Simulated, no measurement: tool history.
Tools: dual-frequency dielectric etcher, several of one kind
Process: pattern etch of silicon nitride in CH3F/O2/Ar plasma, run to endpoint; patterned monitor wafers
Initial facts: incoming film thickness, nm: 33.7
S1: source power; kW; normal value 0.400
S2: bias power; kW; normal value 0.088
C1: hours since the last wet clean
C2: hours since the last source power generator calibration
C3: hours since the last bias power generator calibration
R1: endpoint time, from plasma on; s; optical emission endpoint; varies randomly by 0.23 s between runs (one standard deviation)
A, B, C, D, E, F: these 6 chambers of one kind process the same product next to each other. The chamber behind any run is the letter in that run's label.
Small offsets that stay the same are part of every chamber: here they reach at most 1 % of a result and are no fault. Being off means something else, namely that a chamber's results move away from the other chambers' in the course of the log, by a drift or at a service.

run   hour     S1     S2     C1      C2      C3      R1
 1B    9.3  0.400  0.088   60.3  2897.4  2288.8  45.675
 2D   18.4  0.400  0.088  135.6  1946.8  1350.7  44.802
 3F   26.1  0.400  0.088  305.4  1735.5   326.3  45.518
      29.4  -- chamber B: bias power generator calibrated
 4C   38.9  0.400  0.088  104.1  1685.8   805.2  45.210
 5A   45.9  0.400  0.088  174.8  2526.7  3632.4  46.009
 6E   57.6  0.400  0.088  338.6  2859.1  2800.1  45.855
 7D   69.6  0.400  0.088  186.8  1998.0  1401.9  45.573
 8F   78.6  0.400  0.088  357.9  1788.0   378.8  45.267
 9E   90.3  0.400  0.088  371.3  2891.8  2832.8  46.171
10B  103.1  0.400  0.088  154.1  2991.2    73.8  45.771
11A  113.0  0.400  0.088  241.9  2593.8  3699.5  45.303
12C  120.2  0.400  0.088  185.4  1767.1   886.5  45.433
     128.1  -- chamber E: wet clean of the chamber
13A  132.4  0.400  0.088  261.3  2613.2  3718.9  45.546
14B  142.8  0.400  0.088  193.8  3030.9   113.5  45.853
15E  154.5  0.400  0.088   26.4  2956.0  2897.0  46.239
16F  165.1  0.400  0.088  444.4  1874.5   465.3  45.206
17D  177.5  0.400  0.088  294.7  2105.9  1509.8  45.070
18C  186.7  0.400  0.067  251.9  1833.6   953.0  50.142
19A  194.7  0.400  0.067  323.6  2675.5  3781.2  50.052
20E  201.3  0.400  0.067   73.2  3002.8  2943.8  50.618
     210.3  -- chamber D: wet clean of the chamber
21D  214.3  0.400  0.067    4.1  2142.7  1546.6  49.837
     220.9  -- chamber F: source power generator calibrated
22B  224.5  0.400  0.067  275.5  3112.6   195.2  50.286
     235.2  -- chamber F: wet clean of the chamber
23C  235.9  0.400  0.067  301.1  1882.8  1002.2  50.548
     241.9  -- chamber C: wet clean of the chamber
24F  244.7  0.400  0.088    9.6    23.8   544.9  45.327
25C  251.0  0.400  0.088    9.1  1897.9  1017.3  44.441
26F  263.3  0.400  0.088   28.2    42.4   563.5  45.365
27E  272.6  0.400  0.088  144.5  3074.1  3015.1  46.114
28D  283.5  0.400  0.088   73.3  2211.9  1615.8  45.450
29A  291.8  0.400  0.088  420.7  2772.6  3878.3  45.501
30B  302.7  0.400  0.088  353.7  3190.8   273.4  45.595
31D  315.1  0.400  0.088  104.9  2243.5  1647.4  45.549
32E  326.2  0.400  0.088  198.1  3127.7  3068.7  45.944
33C  335.8  0.400  0.088   93.9  1982.7  1102.1  43.700
34B  346.6  0.400  0.088  397.6  3234.7   317.3  46.217
     350.4  -- chamber D: bias power generator calibrated
35F  356.6  0.400  0.088  121.5   135.7   656.8  45.252
36A  369.3  0.400  0.088  498.2  2850.1  3955.8  45.778
     372.1  -- chamber B: wet clean of the chamber
37A  380.2  0.400  0.088  509.1  2861.0  3966.7  45.003
38C  391.5  0.400  0.088  149.6  2038.4  1157.8  44.293
39E  401.5  0.400  0.088  273.4  3203.0  3144.0  46.348
40D  413.6  0.400  0.088  203.4  2342.0    63.2  45.020
41F  425.5  0.400  0.088  190.4   204.6   725.7  45.230
42B  431.3  0.400  0.088   59.2  3319.4   402.0  45.428
43D  439.7  0.400  0.088  229.5  2368.1    89.3  44.889

Does one chamber stand apart from the rest, does the shared gauge drift, or is all well apart from small per-chamber offsets? Give the chamber and the most likely cause, where there is one.

Chamber C came out of a service off from its peers and stayed that way.
Most likely cause: etch rate over this chamber's usual, % = 2.73.

Which of the 4 candidates below, each the usual settings with something changed and its results left as question marks, puts chamber C back in line with what the other chambers give on the usual settings?
Counts as in line when no further than this from what the other chambers average on the usual settings: R1 0.820 s
44C-1  449.2  0.400  0.081               ?
44C-2  449.2  0.420  0.091               ?
44C-3  449.2  0.440  0.096               ?
44C-4  449.2  0.340  0.088               ?

Other chambers, usual settings, mean: R1 45.572 s
  run      R1
44C-1  45.563
44C-2  42.890
44C-3  41.330
44C-4  47.021
44C-1 is the one that brings the chamber's results back in line with the other chambers.

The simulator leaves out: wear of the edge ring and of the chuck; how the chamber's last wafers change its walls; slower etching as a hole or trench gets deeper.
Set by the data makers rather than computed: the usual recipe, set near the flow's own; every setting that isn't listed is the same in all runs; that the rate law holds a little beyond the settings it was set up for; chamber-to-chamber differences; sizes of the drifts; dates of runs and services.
